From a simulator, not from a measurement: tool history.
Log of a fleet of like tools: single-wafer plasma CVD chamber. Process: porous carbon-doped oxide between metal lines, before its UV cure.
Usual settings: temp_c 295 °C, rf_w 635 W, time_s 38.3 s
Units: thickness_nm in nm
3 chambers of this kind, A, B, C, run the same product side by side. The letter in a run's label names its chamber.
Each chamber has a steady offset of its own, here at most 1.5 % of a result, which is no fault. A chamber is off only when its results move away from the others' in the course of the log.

run   hour  temp_c  rf_w  time_s  hours since the last thermocouple change  hours since the last RF generator calibration  read-back reference wafer on the same gauge, thickness_nm  thickness_nm
 1B    8.0     295   635    38.3                                    1049.3                                          684.5                                                     289.12        244.65
 2C   15.3     295   635    38.3                                     367.6                                          364.7                                                     289.24        246.86
 3A   21.3     295   635    38.3                                    1809.3                                          518.3                                                     289.13        247.22
 4C   27.2     295   635    38.3                                     379.5                                          376.6                                                     289.22        247.19
 5B   33.1     295   635    38.3                                    1074.4                                          709.6                                                     289.20        244.31
 6A   40.9     295   635    38.3                                    1828.9                                          537.9                                                     289.31        246.72
 7C   47.9     295   635    38.3                                     400.2                                          397.3                                                     289.28        247.96
 8B   55.1     295   635    38.3                                    1096.4                                          731.6                                                     289.28        244.78
 9A   65.2     295   635    38.3                                    1853.2                                          562.2                                                     289.45        246.94
10A   74.5     295   635    38.3                                    1862.5                                          571.5                                                     289.53        247.74
11C   80.3     295   635    38.3                                     432.6                                          429.7                                                     289.46        248.59
12B   90.9     295   635    38.3                                    1132.2                                          767.4                                                     289.53        245.99
13B   96.9     295   550    42.0                                    1138.2                                          773.4                                                     289.64        243.94
14C  102.7     295   550    42.0                                     455.0                                          452.1                                                     289.67        246.53
15A  113.8     295   550    42.0                                    1901.8                                          610.8                                                     289.55        246.91
16C  123.0     295   635    38.3                                     475.3                                          472.4                                                     289.87        247.19
17A  132.6     295   635    38.3                                    1920.6                                          629.6                                                     289.80        247.28
18B  143.8     295   635    38.3                                    1185.1                                          820.3                                                     290.06        245.84
19B  152.3     295   635    38.3                                    1193.6                                          828.8                                                     289.98        245.60
20C  161.4     295   635    38.3                                     513.7                                          510.8                                                     290.02        247.63
21A  169.1     295   635    38.3                                    1957.1                                          666.1                                                     290.03        247.12
22A  176.0     295   635    38.3                                    1964.0                                          673.0                                                     290.15        247.98
23C  184.2     295   635    38.3                                     536.5                                          533.6                                                     290.16        248.37
24B  194.8     295   635    38.3                                    1236.1                                          871.3                                                     290.23        245.62
25A  202.4     295   635    38.3                                    1990.4                                          699.4                                                     290.28        248.27
26C  207.6     295   635    38.3                                     559.9                                          557.0                                                     290.28        247.71
27B  217.2     295   635    38.3                                    1258.5                                          893.7                                                     290.43        245.81
28B  226.5     295   635    38.3                                    1267.8                                          903.0                                                     290.44        246.07
29A  232.9     295   635    38.3                                    2020.9                                          729.9                                                     290.32        248.53
30C  242.8     295   580    38.3                                     595.1                                          592.2                                                     290.55        234.64
31A  250.9     295   580    38.3                                    2038.9                                          747.9                                                     290.65        233.75
32C  258.1     295   580    38.3                                     610.4                                          607.5                                                     290.71        234.23
33B  265.3     295   635    38.3                                    1306.6                                          941.8                                                     290.87        245.50
34C  273.4     295   635    38.3                                     625.7                                          622.8                                                     290.72        248.35
35A  278.5     295   635    38.3                                    2066.5                                          775.5                                                     290.71        248.18
36B  287.4     295   635    38.3                                    1328.7                                          963.9                                                     290.83        245.90
37A  293.1     295   635    38.3                                    2081.1                                          790.1                                                     290.94        248.40
38B  298.8     295   635    38.3                                    1340.1                                          975.3                                                     290.90        246.05
39C  307.1     295   635    38.3                                     659.4                                          656.5                                                     291.01        249.17
40A  316.0     295   635    38.3                                    2104.0                                          813.0                                                     291.08        247.77

Next, every chamber runs the same settings. What will each give?
41A  324.2     295   635    38.3                                                                                                                                                                 ?
41B  324.2     295   635    38.3                                                                                                                                                                 ?
41C  324.2     295   635    38.3                                                                                                                                                                 ?

run  thickness_nm
41A        249.21
41B        246.25
41C        248.83

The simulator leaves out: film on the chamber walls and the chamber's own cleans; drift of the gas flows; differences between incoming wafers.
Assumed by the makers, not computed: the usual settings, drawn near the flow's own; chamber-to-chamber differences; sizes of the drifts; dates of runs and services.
